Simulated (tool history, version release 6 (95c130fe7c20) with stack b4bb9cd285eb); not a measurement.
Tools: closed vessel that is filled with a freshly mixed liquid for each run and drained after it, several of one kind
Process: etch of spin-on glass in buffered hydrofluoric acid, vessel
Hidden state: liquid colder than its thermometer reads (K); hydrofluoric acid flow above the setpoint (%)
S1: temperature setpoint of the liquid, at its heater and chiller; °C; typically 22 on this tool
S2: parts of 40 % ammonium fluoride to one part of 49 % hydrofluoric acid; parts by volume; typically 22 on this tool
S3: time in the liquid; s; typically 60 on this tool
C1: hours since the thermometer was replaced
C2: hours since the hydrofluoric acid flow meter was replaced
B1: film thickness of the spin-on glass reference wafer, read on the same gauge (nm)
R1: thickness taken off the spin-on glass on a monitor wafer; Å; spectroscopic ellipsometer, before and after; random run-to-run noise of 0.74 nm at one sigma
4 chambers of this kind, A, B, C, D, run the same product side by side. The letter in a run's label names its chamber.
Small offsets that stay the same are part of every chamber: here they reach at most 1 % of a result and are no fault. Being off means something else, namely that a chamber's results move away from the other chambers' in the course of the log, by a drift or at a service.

run,hour,S1,S2,S3,C1,C2,B1,R1
1B,9.6,22,22,60,648.6,1552.9,109.99,925.11
2A,20.1,22,22,60,1677.1,50.6,110,914.12
3D,26.1,22,22,60,852.9,450.2,110,930.11
4C,33.4,22,22,60,1011.5,1869.7,110.01,910.76
5C,40.2,22,28,40,1018.3,1876.5,110.01,515.28
6D,45.3,22,28,40,872.1,469.4,109.99,518.59
7A,55,22,28,40,1712,85.5,110,507.64
8B,63.1,22,28,40,702.1,1606.4,110,517.58
9D,69.6,22,22,60,896.4,493.7,109.99,913.6
10A,78.8,22,22,60,1735.8,109.3,110,917.29
11B,88.4,22,22,60,727.4,1631.7,110.01,923.71
12C,96.8,22,22,60,1074.9,1933.1,110,924.53
13B,104.9,22,22,60,743.9,1648.2,110,923.53
14C,115.5,22,22,60,1093.6,1951.8,109.99,914.18
15A,123.6,22,22,60,1780.6,154.1,109.98,913.36
16D,132.2,22,22,60,959,556.3,109.99,911.42
17C,139.9,22,22,60,1118,1976.2,110.01,910.87
18B,150.8,22,22,60,789.8,1694.1,110.01,935.9
19A,162.2,22,22,60,1819.2,192.7,110.01,913.08
20D,172.9,22,22,60,999.7,597,110.01,885.17
21B,179.4,22,22,60,818.4,1722.7,109.99,921.29
22A,189.6,22,22,60,1846.6,220.1,110,907.75
23D,199,22,22,60,1025.8,623.1,109.99,874.4
24C,208,22,22,60,1186.1,2044.3,110.02,923.76
25C,216.3,22,22,60,1194.4,2052.6,110,917.39
26B,227.3,22,22,60,866.3,1770.6,109.99,931.38
27D,233,22,22,30,1059.8,657.1,109.99,437.16
28A,238.9,22,22,30,1895.9,269.4,109.98,458.9
29C,245.3,22,22,30,1223.4,2081.6,109.99,468.3
30A,256.4,22,22,30,1913.4,286.9,110,462.2
31D,266.3,22,22,60,1093.1,690.4,109.99,863.2
32B,275.6,26,22,60,914.6,1818.9,109.98,1139.1
33D,281.2,26,22,60,1108,705.3,110,1066.6
34B,286.3,26,22,60,925.3,1829.6,110,1163.7
35A,291.7,26,22,60,1948.7,322.2,110,1130.3
36C,301.4,25,22,60,1279.5,2137.7,110,1080.7
37A,307.6,25,22,60,1964.6,338.1,110.02,1065.6
38C,317.5,25,22,60,1295.6,2153.8,109.99,1095.7
39B,327.8,25,22,60,966.8,1871.1,110.02,1100.1
40D,339.3,22,22,60,1166.1,763.4,109.98,844.42
41B,348.2,22,22,60,987.2,1891.5,110.01,901.46
42A,355.9,22,22,60,2012.9,386.4,110.01,913.91

Decide between three cases: one chamber stands off from its peers, the gauge reading all wafers drifts, or nothing is wrong past each chamber's small offset. Where a chamber is off, say which and what most likely put it there.

Chamber D drifts away from the others.
Most likely cause: liquid colder than its thermometer reads (K) = 1.48.
It could be hard to tell apart here from: hydrofluoric acid flow below the setpoint (%).

Which of the 4 candidates below, each the usual settings with something changed and its results left as question marks, puts chamber D back in line with what the other chambers give on the usual settings?
A result is in line if it is within this distance of the other chambers' mean on the usual settings: R1 26 Å
43D-1,364.2,23.5,22,60,,,,?
43D-2,364.2,19,22,60,,,,?
43D-3,364.2,23.5,19.5,60,,,,?
43D-4,364.2,21.5,23.5,60,,,,?

Other chambers, usual settings, mean: R1 915.97 Å
run,R1
43D-1,915.9
43D-2,711.76
43D-3,1004.8
43D-4,782.56
It is 43D-1 that realigns the chamber with its peers.

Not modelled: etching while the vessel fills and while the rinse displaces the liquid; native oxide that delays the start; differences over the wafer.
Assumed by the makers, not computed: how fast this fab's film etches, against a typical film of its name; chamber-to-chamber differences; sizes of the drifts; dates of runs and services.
